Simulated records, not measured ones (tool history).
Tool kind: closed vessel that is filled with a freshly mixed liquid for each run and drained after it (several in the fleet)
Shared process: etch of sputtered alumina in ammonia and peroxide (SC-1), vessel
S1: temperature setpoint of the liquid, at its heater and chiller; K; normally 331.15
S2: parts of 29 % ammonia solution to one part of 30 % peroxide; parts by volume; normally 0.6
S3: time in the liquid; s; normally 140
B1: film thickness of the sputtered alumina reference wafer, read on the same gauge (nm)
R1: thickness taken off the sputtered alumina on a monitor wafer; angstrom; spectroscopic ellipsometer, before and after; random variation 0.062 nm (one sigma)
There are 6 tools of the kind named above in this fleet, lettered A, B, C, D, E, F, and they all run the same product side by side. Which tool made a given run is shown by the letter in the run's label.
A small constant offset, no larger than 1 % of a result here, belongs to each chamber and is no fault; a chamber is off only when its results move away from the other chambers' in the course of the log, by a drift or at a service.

run	hour	S1	S2	S3	B1	R1
1B	2.7	331.15	0.6	140	49.999	108.28
2F	5.7	331.15	0.6	140	50.004	107.3
3C	9.7	331.15	0.6	140	50.004	106.36
4A	12.2	331.15	0.6	140	49.977	107.27
5D	14.6	331.15	0.6	140	49.998	107.33
6E	18.9	331.15	0.6	140	50.012	108.94
7D	21.2	331.15	0.6	140	50.001	107.78
8E	24.2	331.15	0.6	140	50.004	108.76
9F	27.7	331.15	0.6	140	50.018	106.7
10B	30.9	331.15	0.6	140	50.035	106.95
11C	34	331.15	0.6	140	50.004	106.78
12A	37.7	331.15	0.6	140	49.98	107.65
13F	42.1	331.15	0.6	140	49.986	107.59
14E	45.4	331.15	0.6	140	49.999	109.47
# hour 45.5: chamber C: new drum of ammonia solution connected
15A	49.8	331.15	0.6	140	50.013	108.21
16B	54.2	331.15	0.45	140	50.027	104.57
17D	57.5	331.15	0.45	140	50.015	105.24
18C	62.3	331.15	0.45	140	50.013	104.81
19A	64.5	331.15	0.45	140	50.009	105.85
20E	68.6	331.15	0.45	140	50.024	106.01
21C	71.2	331.15	0.45	140	50.021	104.14
22F	76.2	331.15	0.6	140	49.973	106.75
23B	78.8	331.15	0.6	140	49.994	108.29
24D	82.6	331.15	0.6	140	50.014	110.97
25A	85.4	331.15	0.6	140	50.002	107.88
26D	90.5	331.15	0.6	140	49.996	110.65
27E	93.6	331.15	0.6	140	49.96	109.72
28F	98.4	331.15	0.6	140	50.022	107.08
29C	100.6	331.15	0.6	140	49.988	107.27
30B	103.6	331.15	0.6	140	50.011	107.03
31D	106.5	331.15	0.6	140	50.017	113.13
32F	110.2	331.15	0.6	140	50.031	108.09
33A	115	331.15	0.6	140	50.017	107.73
34E	118.9	331.15	0.6	140	49.965	108.73
35B	122.6	331.15	0.6	140	49.994	108.4
36C	127.1	331.15	0.6	140	49.989	106.04
37C	129.8	331.15	0.6	140	50.013	107.68
38B	133.6	331.15	0.6	140	49.995	107.35
39F	138.6	331.15	0.6	140	49.999	107.46
40E	142.4	331.15	0.6	140	50.027	108.24
41D	145.9	331.15	0.6	140	49.992	116.01

Next, every chamber runs the same settings. What will each give?
42A	149.5	331.15	0.6	140		?
42B	149.5	331.15	0.6	140		?
42C	149.5	331.15	0.6	140		?
42D	149.5	331.15	0.6	140		?
42E	149.5	331.15	0.6	140		?
42F	149.5	331.15	0.6	140		?

run	R1
42A	107.56
42B	108.9
42C	106.71
42D	115.27
42E	108.33
42F	107.49
